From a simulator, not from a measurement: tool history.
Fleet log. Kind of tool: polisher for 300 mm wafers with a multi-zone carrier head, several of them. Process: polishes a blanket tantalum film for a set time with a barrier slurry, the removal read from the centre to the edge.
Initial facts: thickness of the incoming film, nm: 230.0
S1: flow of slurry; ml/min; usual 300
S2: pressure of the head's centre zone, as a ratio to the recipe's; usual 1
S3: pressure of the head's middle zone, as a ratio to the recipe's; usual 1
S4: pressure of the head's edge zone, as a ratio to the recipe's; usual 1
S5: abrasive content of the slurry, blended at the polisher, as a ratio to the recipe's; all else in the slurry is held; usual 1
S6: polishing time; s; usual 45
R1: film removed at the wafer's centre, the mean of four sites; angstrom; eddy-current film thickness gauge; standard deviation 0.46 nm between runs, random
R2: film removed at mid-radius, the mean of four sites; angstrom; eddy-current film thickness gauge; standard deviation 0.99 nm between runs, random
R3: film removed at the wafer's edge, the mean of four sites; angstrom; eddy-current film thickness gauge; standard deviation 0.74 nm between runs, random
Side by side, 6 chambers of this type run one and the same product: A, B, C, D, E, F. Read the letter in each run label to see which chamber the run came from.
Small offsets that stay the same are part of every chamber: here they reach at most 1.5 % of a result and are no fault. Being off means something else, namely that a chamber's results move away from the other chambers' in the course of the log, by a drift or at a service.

run,hour,S1,S2,S3,S4,S5,S6,R1,R2,R3
1B,3.1,300,1,1,1,1,45,737.51,731.14,736.43
2E,7.7,300,1,1,1,1,45,747.99,745.18,735.6
3D,10.2,300,1,1,1,1,45,726.95,720.38,748.94
# hour 10.6: chamber F: centre zone pressure recalibrated
4A,12.3,300,1,1,1,1,45,737.76,743.46,742.93
5C,14.6,200,1,1,1,1,56,869.6,859.65,890.69
6F,18.1,200,1,1,1,1,56,877.72,838.45,882.2
7B,20.8,200,1,1,1,1,56,874.47,858.33,854.86
8A,25.4,200,1,1,1,1,56,864.82,871.17,895.59
9F,28.5,200,1,1,1,1,56,869.34,876.88,876.61
10D,32.2,200,1,1,1,1,56,856.02,870.94,878.45
11E,36.7,300,1,1,1,1,45,731.43,732,741.21
12C,40.8,300,1,1,1,1,45,732.6,747.58,739.16
# hour 42.8: chamber E: worn pad replaced by a new one
13B,43.2,300,1,1,1,1,45,733.42,726.8,733.86
# hour 43.9: chamber A: slurry nozzle cleaned
# hour 46.9: chamber D: worn pad replaced by a new one
14F,47.5,300,1,1,1,1,45,731.99,728.14,741.05
15C,51.7,300,1,1,1,1,45,726.52,729.91,739.58
# hour 53.4: chamber C: worn pad replaced by a new one
16A,53.7,300,1,1,1,1,45,731.54,729.02,753.6
17E,58.2,300,1,1,1,1,45,736.03,758.92,749.59
18D,60.8,300,1,1,1,1,45,719.98,727.57,739.63
# hour 62.5: chamber B: worn pad replaced by a new one
19B,63.1,300,1,1,1,1,45,741.58,735.6,728.01
# hour 65.3: chamber D: slurry nozzle cleaned
20A,65.3,300,1,1,1,1,45,732.8,734.62,738.45
21C,68.1,300,1,1,1,1,45,737.98,740.75,739.44
22F,70.6,300,1,1,1,1,45,738.44,740.85,736.98
23E,73.1,300,1.11,1,1,1.2,45,869.33,766.41,778.6
# hour 75.2: chamber C: slurry nozzle cleaned
24D,77.2,300,1.11,1,1,1.2,45,865.48,766.53,775.78
25B,81,300,1.11,1,1,1.2,45,865.82,781.66,767.59
26C,84.7,300,1.11,1,1,1.2,45,867.19,776.93,779.95
27A,88.4,300,1.11,1,1,1.2,45,866.41,774.45,784.85
28D,92.4,300,1.11,1,1,1.2,45,851.66,764.23,782.98
29E,94.5,300,1,1,1,1,45,732.69,742.97,739.04
30F,98,300,1,1,1,1,45,741.33,725.53,735.65
31D,101.8,300,1,1,1,1,45,730.28,737.09,742.36
32A,104.9,300,1,1,1,1,45,734,737.24,753.49
33E,109.4,300,1,1,1,1,45,736.5,757.38,745.24
# hour 111.6: chamber F: worn pad replaced by a new one
34B,113,300,1,1,1,1,45,731.9,748.31,737.17
35F,116.5,300,1,1,1,1,45,745.19,746.35,740.1
36C,119.7,300,1,1,1,1,45,738.16,747.64,752.64
# hour 120.5: chamber E: slurry nozzle cleaned
37F,123.1,300,1,1,1,1,45,731.74,727.32,746.16
# hour 124.7: chamber A: centre zone pressure recalibrated
38C,125.5,300,1,1,1,1,45,732.85,729.01,744.75
39B,128.6,300,1,1,1,1,45,732.34,746.36,743.58
40D,131.9,300,1,1,1,1,45,735.78,741.59,735.03
41A,134.3,300,1,1,1,1,45,730.06,716.47,744.57
42E,138.2,300,1,1,1,1,45,729.48,755.5,726.26
43D,141.4,300,1,1,1,1,45,729.98,737.67,736.84
44B,145.5,375,1,1,1.04,1,45,751.78,769.15,751.75

Which is it: a chamber that has drifted or been left off by a service, a gauge drift common to all chambers, or only each chamber's usual small offset? If a chamber is off, name it and its likeliest cause.

No chamber stands off beyond its own small offset, and the gauge holds steady.

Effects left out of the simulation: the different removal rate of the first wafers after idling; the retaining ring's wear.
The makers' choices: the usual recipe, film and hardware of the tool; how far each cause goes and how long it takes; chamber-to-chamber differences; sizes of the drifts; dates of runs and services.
